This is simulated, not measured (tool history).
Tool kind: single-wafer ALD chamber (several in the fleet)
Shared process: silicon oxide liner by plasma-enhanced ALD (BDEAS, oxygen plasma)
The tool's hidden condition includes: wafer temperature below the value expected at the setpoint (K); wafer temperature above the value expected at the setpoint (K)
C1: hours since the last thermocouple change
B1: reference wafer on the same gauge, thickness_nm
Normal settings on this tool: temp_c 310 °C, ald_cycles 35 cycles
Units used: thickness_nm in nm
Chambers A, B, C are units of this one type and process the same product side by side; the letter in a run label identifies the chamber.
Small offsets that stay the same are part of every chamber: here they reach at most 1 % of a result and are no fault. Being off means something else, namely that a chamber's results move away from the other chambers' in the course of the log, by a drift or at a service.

{"run": "1A", "day": 0.262, "temp_c": 310, "ald_cycles": 35, "C1": 144.6, "B1": 3.4595, "thickness_nm": 3.2035}
{"run": "2C", "day": 0.55, "temp_c": 310, "ald_cycles": 35, "C1": 761.8, "B1": 3.4604, "thickness_nm": 3.2122}
{"run": "3B", "day": 0.883, "temp_c": 310, "ald_cycles": 35, "C1": 179.3, "B1": 3.4605, "thickness_nm": 3.1838}
{"run": "4B", "day": 1.217, "temp_c": 310, "ald_cycles": 35, "C1": 187.3, "B1": 3.4588, "thickness_nm": 3.1944}
{"run": "5C", "day": 1.404, "temp_c": 310, "ald_cycles": 35, "C1": 782.3, "B1": 3.4601, "thickness_nm": 3.1985}
{"run": "6A", "day": 1.612, "temp_c": 304, "ald_cycles": 35, "C1": 177.0, "B1": 3.4582, "thickness_nm": 3.2376}
{"run": "7C", "day": 1.867, "temp_c": 304, "ald_cycles": 35, "C1": 793.4, "B1": 3.4606, "thickness_nm": 3.2416}
{"run": "8A", "day": 2.208, "temp_c": 304, "ald_cycles": 35, "C1": 191.3, "B1": 3.459, "thickness_nm": 3.225}
{"run": "9B", "day": 2.521, "temp_c": 310, "ald_cycles": 35, "C1": 218.6, "B1": 3.4596, "thickness_nm": 3.1703}
{"run": "10A", "day": 2.729, "temp_c": 310, "ald_cycles": 35, "C1": 203.8, "B1": 3.4603, "thickness_nm": 3.2063}
{"run": "11C", "day": 3.079, "temp_c": 300, "ald_cycles": 35, "C1": 822.5, "B1": 3.46, "thickness_nm": 3.2489}
{"run": "12B", "day": 3.354, "temp_c": 300, "ald_cycles": 35, "C1": 238.6, "B1": 3.4592, "thickness_nm": 3.2214}
{"run": "13A", "day": 3.596, "temp_c": 300, "ald_cycles": 35, "C1": 224.6, "B1": 3.4608, "thickness_nm": 3.2485}
{"run": "14B", "day": 3.921, "temp_c": 320, "ald_cycles": 35, "C1": 252.2, "B1": 3.4594, "thickness_nm": 3.1354}
{"run": "15C", "day": 4.275, "temp_c": 320, "ald_cycles": 35, "C1": 851.2, "B1": 3.4581, "thickness_nm": 3.1631}
{"run": "16B", "day": 4.638, "temp_c": 320, "ald_cycles": 35, "C1": 269.4, "B1": 3.4603, "thickness_nm": 3.139}
{"run": "17C", "day": 4.929, "temp_c": 310, "ald_cycles": 35, "C1": 866.9, "B1": 3.4609, "thickness_nm": 3.2095}
{"run": "18A", "day": 5.15, "temp_c": 310, "ald_cycles": 35, "C1": 261.9, "B1": 3.4595, "thickness_nm": 3.2041}
{"run": "19C", "day": 5.446, "temp_c": 310, "ald_cycles": 35, "C1": 879.3, "B1": 3.4606, "thickness_nm": 3.2107}
{"run": "20B", "day": 5.733, "temp_c": 310, "ald_cycles": 35, "C1": 295.7, "B1": 3.459, "thickness_nm": 3.1705}
{"run": "21A", "day": 5.908, "temp_c": 310, "ald_cycles": 35, "C1": 280.1, "B1": 3.4608, "thickness_nm": 3.1982}
{"run": "22A", "day": 6.088, "temp_c": 310, "ald_cycles": 35, "C1": 284.4, "B1": 3.459, "thickness_nm": 3.1941}
{"run": "23B", "day": 6.429, "temp_c": 310, "ald_cycles": 35, "C1": 312.4, "B1": 3.4614, "thickness_nm": 3.1861}
{"run": "24C", "day": 6.783, "temp_c": 310, "ald_cycles": 35, "C1": 911.4, "B1": 3.4615, "thickness_nm": 3.2088}
{"run": "25A", "day": 7.125, "temp_c": 310, "ald_cycles": 35, "C1": 309.3, "B1": 3.4609, "thickness_nm": 3.2029}
{"run": "26B", "day": 7.475, "temp_c": 310, "ald_cycles": 35, "C1": 337.5, "B1": 3.4594, "thickness_nm": 3.1928}
{"run": "27C", "day": 7.829, "temp_c": 310, "ald_cycles": 35, "C1": 936.5, "B1": 3.4612, "thickness_nm": 3.2001}
{"run": "28B", "day": 8.071, "temp_c": 310, "ald_cycles": 35, "C1": 351.8, "B1": 3.4588, "thickness_nm": 3.1902}
{"run": "29A", "day": 8.283, "temp_c": 310, "ald_cycles": 35, "C1": 337.1, "B1": 3.4609, "thickness_nm": 3.1918}
{"run": "30C", "day": 8.529, "temp_c": 310, "ald_cycles": 35, "C1": 953.3, "B1": 3.4604, "thickness_nm": 3.1907}
{"run": "31C", "day": 8.896, "temp_c": 310, "ald_cycles": 35, "C1": 962.1, "B1": 3.4593, "thickness_nm": 3.2114}
{"run": "32A", "day": 9.188, "temp_c": 310, "ald_cycles": 35, "C1": 358.8, "B1": 3.4594, "thickness_nm": 3.188}
{"run": "33B", "day": 9.475, "temp_c": 310, "ald_cycles": 35, "C1": 385.5, "B1": 3.4571, "thickness_nm": 3.1699}
{"run": "34C", "day": 9.862, "temp_c": 310, "ald_cycles": 35, "C1": 985.3, "B1": 3.459, "thickness_nm": 3.2055}
{"run": "35A", "day": 10.088, "temp_c": 310, "ald_cycles": 35, "C1": 380.4, "B1": 3.4588, "thickness_nm": 3.1984}
{"run": "36B", "day": 10.479, "temp_c": 310, "ald_cycles": 35, "C1": 409.6, "B1": 3.4598, "thickness_nm": 3.1925}
{"run": "37C", "day": 10.738, "temp_c": 310, "ald_cycles": 35, "C1": 1006.3, "B1": 3.4614, "thickness_nm": 3.193}
{"run": "38A", "day": 10.954, "temp_c": 322, "ald_cycles": 30, "C1": 401.2, "B1": 3.4586, "thickness_nm": 2.6991}
{"run": "39B", "day": 11.279, "temp_c": 322, "ald_cycles": 30, "C1": 428.8, "B1": 3.4604, "thickness_nm": 2.679}

All chambers now run identical settings, listed one chamber a line with results as question marks. What results will each chamber show?
{"run": "40A", "day": 11.558, "temp_c": 310, "ald_cycles": 33, "thickness_nm": "?"}
{"run": "40B", "day": 11.558, "temp_c": 310, "ald_cycles": 33, "thickness_nm": "?"}
{"run": "40C", "day": 11.558, "temp_c": 310, "ald_cycles": 33, "thickness_nm": "?"}

run=40A thickness_nm=3.0197
run=40B thickness_nm=2.9894
run=40C thickness_nm=3.0259

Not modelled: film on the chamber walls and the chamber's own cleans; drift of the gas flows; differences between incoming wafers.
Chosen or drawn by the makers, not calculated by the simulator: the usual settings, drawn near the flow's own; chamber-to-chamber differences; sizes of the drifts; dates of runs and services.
